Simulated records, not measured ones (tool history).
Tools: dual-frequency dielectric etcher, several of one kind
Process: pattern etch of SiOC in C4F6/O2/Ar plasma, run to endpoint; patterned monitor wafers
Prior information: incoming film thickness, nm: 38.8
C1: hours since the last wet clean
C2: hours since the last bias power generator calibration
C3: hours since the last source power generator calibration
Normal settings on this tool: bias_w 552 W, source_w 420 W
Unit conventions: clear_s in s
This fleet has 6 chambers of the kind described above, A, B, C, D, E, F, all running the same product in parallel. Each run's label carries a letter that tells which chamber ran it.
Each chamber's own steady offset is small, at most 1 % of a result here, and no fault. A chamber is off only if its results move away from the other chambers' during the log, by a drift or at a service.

{"run": "1C", "hour": 3.6, "bias_w": 552, "source_w": 420, "C1": 307.7, "C2": 1670.6, "C3": 1095.8, "clear_s": 12.381}
{"run": "2D", "hour": 6.7, "bias_w": 552, "source_w": 420, "C1": 157.4, "C2": 1063.6, "C3": 606.3, "clear_s": 12.439}
{"run": "3A", "hour": 9.8, "bias_w": 552, "source_w": 420, "C1": 507.8, "C2": 1267.5, "C3": 1675.6, "clear_s": 12.46}
{"run": "4E", "hour": 12.6, "bias_w": 552, "source_w": 420, "C1": 377.4, "C2": 1869.0, "C3": 1748.1, "clear_s": 12.226}
{"run": "5B", "hour": 16.6, "bias_w": 464, "source_w": 340, "C1": 165.0, "C2": 82.5, "C3": 2418.5, "clear_s": 14.416}
{"run": "6F", "hour": 19.4, "bias_w": 464, "source_w": 340, "C1": 257.1, "C2": 1305.5, "C3": 1759.0, "clear_s": 14.259}
{"run": "7B", "hour": 24.0, "bias_w": 464, "source_w": 340, "C1": 172.4, "C2": 89.9, "C3": 2425.9, "clear_s": 14.503}
{"run": "8C", "hour": 28.6, "bias_w": 464, "source_w": 340, "C1": 332.7, "C2": 1695.6, "C3": 1120.8, "clear_s": 14.198}
{"run": "9F", "hour": 33.0, "bias_w": 464, "source_w": 340, "C1": 270.7, "C2": 1319.1, "C3": 1772.6, "clear_s": 14.268}
{"run": "10A", "hour": 37.0, "bias_w": 464, "source_w": 340, "C1": 535.0, "C2": 1294.7, "C3": 1702.8, "clear_s": 14.338}
{"run": "11E", "hour": 40.9, "bias_w": 439, "source_w": 370, "C1": 405.7, "C2": 1897.3, "C3": 1776.4, "clear_s": 14.004}
{"run": "12D", "hour": 45.3, "bias_w": 439, "source_w": 370, "C1": 196.0, "C2": 1102.2, "C3": 644.9, "clear_s": 14.093}
{"run": "13E", "hour": 48.3, "bias_w": 439, "source_w": 370, "C1": 413.1, "C2": 1904.7, "C3": 1783.8, "clear_s": 14.157}
{"run": "14F", "hour": 52.3, "bias_w": 439, "source_w": 370, "C1": 290.0, "C2": 1338.4, "C3": 1791.9, "clear_s": 13.997}
{"run": "15C", "hour": 55.7, "bias_w": 439, "source_w": 370, "C1": 359.8, "C2": 1722.7, "C3": 1147.9, "clear_s": 13.994}
{"run": "16D", "hour": 58.8, "bias_w": 439, "source_w": 370, "C1": 209.5, "C2": 1115.7, "C3": 658.4, "clear_s": 14.085}
{"run": "17B", "hour": 62.8, "bias_w": 552, "source_w": 420, "C1": 211.2, "C2": 128.7, "C3": 2464.7, "clear_s": 12.45}
{"run": "18A", "hour": 65.7, "bias_w": 552, "source_w": 420, "C1": 563.7, "C2": 1323.4, "C3": 1731.5, "clear_s": 12.549}
{"run": "19D", "hour": 68.6, "bias_w": 552, "source_w": 460, "C1": 219.3, "C2": 1125.5, "C3": 668.2, "clear_s": 12.065}
{"run": "20A", "hour": 71.1, "bias_w": 552, "source_w": 460, "C1": 569.1, "C2": 1328.8, "C3": 1736.9, "clear_s": 11.933}
{"run": "21B", "hour": 73.6, "bias_w": 552, "source_w": 460, "C1": 222.0, "C2": 139.5, "C3": 2475.5, "clear_s": 11.991}
{"run": "22E", "hour": 77.0, "bias_w": 552, "source_w": 460, "C1": 441.8, "C2": 1933.4, "C3": 1812.5, "clear_s": 11.872}
{"hour": 78.3, "done": "chamber E: wet clean of the chamber"}
{"hour": 79.5, "done": "chamber A: wet clean of the chamber"}
{"run": "23C", "hour": 81.1, "bias_w": 552, "source_w": 460, "C1": 385.2, "C2": 1748.1, "C3": 1173.3, "clear_s": 11.927}
{"run": "24F", "hour": 85.3, "bias_w": 552, "source_w": 460, "C1": 323.0, "C2": 1371.4, "C3": 1824.9, "clear_s": 11.815}
{"run": "25D", "hour": 89.2, "bias_w": 552, "source_w": 420, "C1": 239.9, "C2": 1146.1, "C3": 688.8, "clear_s": 12.4}
{"run": "26C", "hour": 92.9, "bias_w": 552, "source_w": 420, "C1": 397.0, "C2": 1759.9, "C3": 1185.1, "clear_s": 12.303}
{"run": "27B", "hour": 97.2, "bias_w": 552, "source_w": 420, "C1": 245.6, "C2": 163.1, "C3": 2499.1, "clear_s": 12.498}
{"run": "28A", "hour": 100.9, "bias_w": 552, "source_w": 420, "C1": 21.4, "C2": 1358.6, "C3": 1766.7, "clear_s": 12.47}
{"run": "29F", "hour": 105.0, "bias_w": 552, "source_w": 420, "C1": 342.7, "C2": 1391.1, "C3": 1844.6, "clear_s": 11.957}
{"run": "30E", "hour": 108.3, "bias_w": 552, "source_w": 420, "C1": 30.1, "C2": 1964.7, "C3": 1843.8, "clear_s": 12.279}
{"run": "31B", "hour": 110.7, "bias_w": 674, "source_w": 460, "C1": 259.1, "C2": 176.6, "C3": 2512.6, "clear_s": 11.168}
{"run": "32D", "hour": 114.8, "bias_w": 674, "source_w": 460, "C1": 265.5, "C2": 1171.7, "C3": 714.4, "clear_s": 11.145}
{"hour": 117.2, "done": "chamber F: source power generator calibrated"}
{"run": "33E", "hour": 118.1, "bias_w": 674, "source_w": 460, "C1": 39.9, "C2": 1974.5, "C3": 1853.6, "clear_s": 11.062}
{"run": "34A", "hour": 121.0, "bias_w": 674, "source_w": 460, "C1": 41.5, "C2": 1378.7, "C3": 1786.8, "clear_s": 11.183}
{"run": "35F", "hour": 123.6, "bias_w": 674, "source_w": 460, "C1": 361.3, "C2": 1409.7, "C3": 6.4, "clear_s": 10.618}
{"run": "36C", "hour": 126.2, "bias_w": 674, "source_w": 460, "C1": 430.3, "C2": 1793.2, "C3": 1218.4, "clear_s": 10.929}

The same settings go to every chamber for the next run, one line per chamber below. Forecast the results for each:
{"run": "37A", "hour": 129.6, "bias_w": 552, "source_w": 420, "clear_s": "?"}
{"run": "37B", "hour": 129.6, "bias_w": 552, "source_w": 420, "clear_s": "?"}
{"run": "37C", "hour": 129.6, "bias_w": 552, "source_w": 420, "clear_s": "?"}
{"run": "37D", "hour": 129.6, "bias_w": 552, "source_w": 420, "clear_s": "?"}
{"run": "37E", "hour": 129.6, "bias_w": 552, "source_w": 420, "clear_s": "?"}
{"run": "37F", "hour": 129.6, "bias_w": 552, "source_w": 420, "clear_s": "?"}

run=37A clear_s=12.555
run=37B clear_s=12.486
run=37C clear_s=12.314
run=37D clear_s=12.463
run=37E clear_s=12.272
run=37F clear_s=11.941
